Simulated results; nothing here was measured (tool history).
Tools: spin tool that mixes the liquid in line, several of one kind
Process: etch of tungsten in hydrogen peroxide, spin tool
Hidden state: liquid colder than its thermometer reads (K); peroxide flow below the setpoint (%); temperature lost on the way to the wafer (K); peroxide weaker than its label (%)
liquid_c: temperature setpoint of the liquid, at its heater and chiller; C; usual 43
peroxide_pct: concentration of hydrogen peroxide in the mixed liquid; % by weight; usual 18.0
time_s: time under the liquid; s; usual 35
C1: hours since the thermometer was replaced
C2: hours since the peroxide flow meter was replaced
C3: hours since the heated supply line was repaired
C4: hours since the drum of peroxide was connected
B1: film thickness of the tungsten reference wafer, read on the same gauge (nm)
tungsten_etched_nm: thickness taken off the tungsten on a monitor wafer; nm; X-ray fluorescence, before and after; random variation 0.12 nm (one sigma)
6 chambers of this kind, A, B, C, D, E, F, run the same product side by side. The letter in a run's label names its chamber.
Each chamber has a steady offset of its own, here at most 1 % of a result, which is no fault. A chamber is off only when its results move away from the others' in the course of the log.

{"day": 0.188, "done": "chamber F: peroxide flow meter replaced"}
{"run": "1B", "day": 0.362, "liquid_c": 43, "peroxide_pct": 18.0, "time_s": 35, "C1": 202.8, "C2": 1002.7, "C3": 1302.9, "C4": 985.6, "B1": 79.985, "tungsten_etched_nm": 18.396}
{"run": "2E", "day": 0.721, "liquid_c": 43, "peroxide_pct": 18.0, "time_s": 35, "C1": 1346.4, "C2": 291.0, "C3": 883.0, "C4": 605.8, "B1": 79.939, "tungsten_etched_nm": 18.553}
{"run": "3A", "day": 0.908, "liquid_c": 43, "peroxide_pct": 18.0, "time_s": 35, "C1": 535.7, "C2": 704.1, "C3": 2983.6, "C4": 401.0, "B1": 79.97, "tungsten_etched_nm": 18.532}
{"run": "4C", "day": 1.225, "liquid_c": 43, "peroxide_pct": 18.0, "time_s": 35, "C1": 1370.3, "C2": 1751.1, "C3": 409.5, "C4": 781.1, "B1": 79.955, "tungsten_etched_nm": 18.742}
{"run": "5F", "day": 1.625, "liquid_c": 43, "peroxide_pct": 18.0, "time_s": 15, "C1": 405.3, "C2": 34.6, "C3": 1957.4, "C4": 198.4, "B1": 79.987, "tungsten_etched_nm": 7.8538}
{"run": "6D", "day": 1.846, "liquid_c": 43, "peroxide_pct": 18.0, "time_s": 15, "C1": 1798.8, "C2": 197.0, "C3": 955.5, "C4": 875.9, "B1": 80.002, "tungsten_etched_nm": 7.8603}
{"run": "7B", "day": 2.104, "liquid_c": 43, "peroxide_pct": 18.0, "time_s": 15, "C1": 244.6, "C2": 1044.5, "C3": 1344.7, "C4": 1027.4, "B1": 80.005, "tungsten_etched_nm": 7.8653}
{"day": 2.175, "done": "chamber B: new drum of peroxide connected"}
{"run": "8C", "day": 2.367, "liquid_c": 43, "peroxide_pct": 18.0, "time_s": 15, "C1": 1397.7, "C2": 1778.5, "C3": 436.9, "C4": 808.5, "B1": 79.999, "tungsten_etched_nm": 7.8942}
{"run": "9A", "day": 2.721, "liquid_c": 43, "peroxide_pct": 18.0, "time_s": 15, "C1": 579.2, "C2": 747.6, "C3": 3027.1, "C4": 444.5, "B1": 79.984, "tungsten_etched_nm": 7.9692}
{"run": "10D", "day": 3.071, "liquid_c": 43, "peroxide_pct": 18.0, "time_s": 15, "C1": 1828.2, "C2": 226.4, "C3": 984.9, "C4": 905.3, "B1": 79.97, "tungsten_etched_nm": 7.9225}
{"run": "11F", "day": 3.383, "liquid_c": 43, "peroxide_pct": 18.0, "time_s": 35, "C1": 447.5, "C2": 76.8, "C3": 1999.6, "C4": 240.6, "B1": 80.023, "tungsten_etched_nm": 18.278}
{"day": 3.554, "done": "chamber C: peroxide flow meter replaced"}
{"run": "12E", "day": 3.612, "liquid_c": 43, "peroxide_pct": 18.0, "time_s": 35, "C1": 1415.8, "C2": 360.4, "C3": 952.4, "C4": 675.2, "B1": 79.98, "tungsten_etched_nm": 18.386}
{"run": "13D", "day": 3.938, "liquid_c": 43, "peroxide_pct": 13.0, "time_s": 35, "C1": 1849.0, "C2": 247.2, "C3": 1005.7, "C4": 926.1, "B1": 80.004, "tungsten_etched_nm": 15.764}
{"run": "14F", "day": 4.171, "liquid_c": 43, "peroxide_pct": 13.0, "time_s": 35, "C1": 466.4, "C2": 95.7, "C3": 2018.5, "C4": 259.5, "B1": 79.972, "tungsten_etched_nm": 15.664}
{"run": "15A", "day": 4.508, "liquid_c": 43, "peroxide_pct": 13.0, "time_s": 35, "C1": 622.1, "C2": 790.5, "C3": 3070.0, "C4": 487.4, "B1": 80.011, "tungsten_etched_nm": 15.573}
{"run": "16C", "day": 4.7, "liquid_c": 43, "peroxide_pct": 13.0, "time_s": 35, "C1": 1453.7, "C2": 27.5, "C3": 492.9, "C4": 864.5, "B1": 79.985, "tungsten_etched_nm": 15.656}
{"run": "17E", "day": 5.012, "liquid_c": 43, "peroxide_pct": 13.0, "time_s": 35, "C1": 1449.4, "C2": 394.0, "C3": 986.0, "C4": 708.8, "B1": 80.032, "tungsten_etched_nm": 15.403}
{"run": "18B", "day": 5.371, "liquid_c": 43, "peroxide_pct": 13.0, "time_s": 35, "C1": 323.0, "C2": 1122.9, "C3": 1423.1, "C4": 76.8, "B1": 79.963, "tungsten_etched_nm": 15.612}
{"run": "19D", "day": 5.638, "liquid_c": 43, "peroxide_pct": 18.0, "time_s": 35, "C1": 1889.8, "C2": 288.0, "C3": 1046.5, "C4": 966.9, "B1": 79.955, "tungsten_etched_nm": 18.446}
{"run": "20A", "day": 6.046, "liquid_c": 43, "peroxide_pct": 18.0, "time_s": 35, "C1": 659.0, "C2": 827.4, "C3": 3106.9, "C4": 524.3, "B1": 80.011, "tungsten_etched_nm": 18.206}
{"run": "21F", "day": 6.362, "liquid_c": 43, "peroxide_pct": 18.0, "time_s": 35, "C1": 519.0, "C2": 148.3, "C3": 2071.1, "C4": 312.1, "B1": 80.011, "tungsten_etched_nm": 18.236}
{"run": "22C", "day": 6.762, "liquid_c": 43, "peroxide_pct": 18.0, "time_s": 35, "C1": 1503.2, "C2": 77.0, "C3": 542.4, "C4": 914.0, "B1": 80.028, "tungsten_etched_nm": 18.563}
{"run": "23E", "day": 7.138, "liquid_c": 43, "peroxide_pct": 18.0, "time_s": 35, "C1": 1500.4, "C2": 445.0, "C3": 1037.0, "C4": 759.8, "B1": 80.007, "tungsten_etched_nm": 18.026}
{"run": "24B", "day": 7.433, "liquid_c": 43, "peroxide_pct": 18.0, "time_s": 35, "C1": 372.5, "C2": 1172.4, "C3": 1472.6, "C4": 126.3, "B1": 80.003, "tungsten_etched_nm": 18.491}
{"run": "25F", "day": 7.825, "liquid_c": 43, "peroxide_pct": 18.0, "time_s": 35, "C1": 554.1, "C2": 183.4, "C3": 2106.2, "C4": 347.2, "B1": 79.976, "tungsten_etched_nm": 18.349}
{"run": "26E", "day": 8.221, "liquid_c": 43, "peroxide_pct": 18.0, "time_s": 35, "C1": 1526.4, "C2": 471.0, "C3": 1063.0, "C4": 785.8, "B1": 80.016, "tungsten_etched_nm": 17.729}
{"run": "27D", "day": 8.571, "liquid_c": 43, "peroxide_pct": 18.0, "time_s": 35, "C1": 1960.2, "C2": 358.4, "C3": 1116.9, "C4": 1037.3, "B1": 79.994, "tungsten_etched_nm": 18.423}
{"run": "28A", "day": 8.825, "liquid_c": 43, "peroxide_pct": 18.0, "time_s": 35, "C1": 725.7, "C2": 894.1, "C3": 3173.6, "C4": 591.0, "B1": 79.997, "tungsten_etched_nm": 18.16}
{"day": 8.921, "done": "chamber D: new drum of peroxide connected"}
{"day": 9.004, "done": "chamber C: thermometer replaced"}
{"run": "29B", "day": 9.129, "liquid_c": 37, "peroxide_pct": 18.0, "time_s": 25, "C1": 413.2, "C2": 1213.1, "C3": 1513.3, "C4": 167.0, "B1": 80.003, "tungsten_etched_nm": 8.9399}
{"run": "30C", "day": 9.508, "liquid_c": 37, "peroxide_pct": 18.0, "time_s": 25, "C1": 12.1, "C2": 142.9, "C3": 608.3, "C4": 979.9, "B1": 79.994, "tungsten_etched_nm": 8.9543}
{"run": "31F", "day": 9.758, "liquid_c": 37, "peroxide_pct": 18.0, "time_s": 25, "C1": 600.5, "C2": 229.8, "C3": 2152.6, "C4": 393.6, "B1": 80.001, "tungsten_etched_nm": 8.8253}
{"run": "32C", "day": 10.067, "liquid_c": 37, "peroxide_pct": 18.0, "time_s": 25, "C1": 25.5, "C2": 156.3, "C3": 621.7, "C4": 993.3, "B1": 79.982, "tungsten_etched_nm": 9.008}
{"run": "33E", "day": 10.383, "liquid_c": 37, "peroxide_pct": 18.0, "time_s": 25, "C1": 1578.3, "C2": 522.9, "C3": 1114.9, "C4": 837.7, "B1": 80.033, "tungsten_etched_nm": 8.4904}
{"run": "34D", "day": 10.783, "liquid_c": 37, "peroxide_pct": 18.0, "time_s": 25, "C1": 2013.3, "C2": 411.5, "C3": 1170.0, "C4": 44.7, "B1": 80.063, "tungsten_etched_nm": 8.8742}
{"run": "35A", "day": 11.008, "liquid_c": 43, "peroxide_pct": 18.0, "time_s": 35, "C1": 778.1, "C2": 946.5, "C3": 3226.0, "C4": 643.4, "B1": 79.954, "tungsten_etched_nm": 18.288}
{"run": "36B", "day": 11.267, "liquid_c": 43, "peroxide_pct": 18.0, "time_s": 35, "C1": 464.5, "C2": 1264.4, "C3": 1564.6, "C4": 218.3, "B1": 80.037, "tungsten_etched_nm": 18.369}
{"run": "37E", "day": 11.533, "liquid_c": 43, "peroxide_pct": 18.0, "time_s": 35, "C1": 1605.9, "C2": 550.5, "C3": 1142.5, "C4": 865.3, "B1": 80.024, "tungsten_etched_nm": 17.631}
{"run": "38B", "day": 11.946, "liquid_c": 43, "peroxide_pct": 15.5, "time_s": 35, "C1": 480.8, "C2": 1280.7, "C3": 1580.9, "C4": 234.6, "B1": 80.017, "tungsten_etched_nm": 17.097}
{"run": "39F", "day": 12.167, "liquid_c": 43, "peroxide_pct": 15.5, "time_s": 35, "C1": 658.3, "C2": 287.6, "C3": 2210.4, "C4": 451.4, "B1": 80.027, "tungsten_etched_nm": 16.907}
{"run": "40C", "day": 12.554, "liquid_c": 43, "peroxide_pct": 15.5, "time_s": 35, "C1": 85.2, "C2": 216.0, "C3": 681.4, "C4": 1053.0, "B1": 79.984, "tungsten_etched_nm": 17.318}
{"day": 12.642, "done": "chamber A: heated supply line repaired"}
{"run": "41D", "day": 12.829, "liquid_c": 43, "peroxide_pct": 15.5, "time_s": 35, "C1": 2062.4, "C2": 460.6, "C3": 1219.1, "C4": 93.8, "B1": 79.998, "tungsten_etched_nm": 17.203}
{"run": "42A", "day": 13.088, "liquid_c": 43, "peroxide_pct": 15.5, "time_s": 35, "C1": 828.0, "C2": 996.4, "C3": 10.7, "C4": 693.3, "B1": 80.036, "tungsten_etched_nm": 17.228}

What goes on in this fleet: one chamber off, a drifting gauge, or nothing beyond the chambers' own small offsets? Name the chamber and the cause, if any.

Chamber E drifts away from the others.
Cause: peroxide flow below the setpoint (%) = 12.3.
The log may not tell that from: liquid colder than its thermometer reads (K); temperature lost on the way to the wafer (K).

Here are 4 candidates for chamber E's next run, each the usual settings with a change, their results left as question marks. Which one brings its results back in line with what the others give on the usual settings?
In line means no further than this from the other chambers' mean on the usual settings: tungsten_etched_nm 0.4100 nm
{"run": "43E-1", "day": 13.388, "liquid_c": 44, "peroxide_pct": 18.0, "time_s": 35, "tungsten_etched_nm": "?"}
{"run": "43E-2", "day": 13.388, "liquid_c": 42, "peroxide_pct": 18.0, "time_s": 35, "tungsten_etched_nm": "?"}
{"run": "43E-3", "day": 13.388, "liquid_c": 41, "peroxide_pct": 18.0, "time_s": 35, "tungsten_etched_nm": "?"}
{"run": "43E-4", "day": 13.388, "liquid_c": 45, "peroxide_pct": 18.0, "time_s": 35, "tungsten_etched_nm": "?"}

The other chambers' mean on the usual settings: tungsten_etched_nm 18.3780 nm
run=43E-1 tungsten_etched_nm=18.4290
run=43E-2 tungsten_etched_nm=16.2610
run=43E-3 tungsten_etched_nm=15.2560
run=43E-4 tungsten_etched_nm=19.6210
43E-1 brings the chamber back in line.

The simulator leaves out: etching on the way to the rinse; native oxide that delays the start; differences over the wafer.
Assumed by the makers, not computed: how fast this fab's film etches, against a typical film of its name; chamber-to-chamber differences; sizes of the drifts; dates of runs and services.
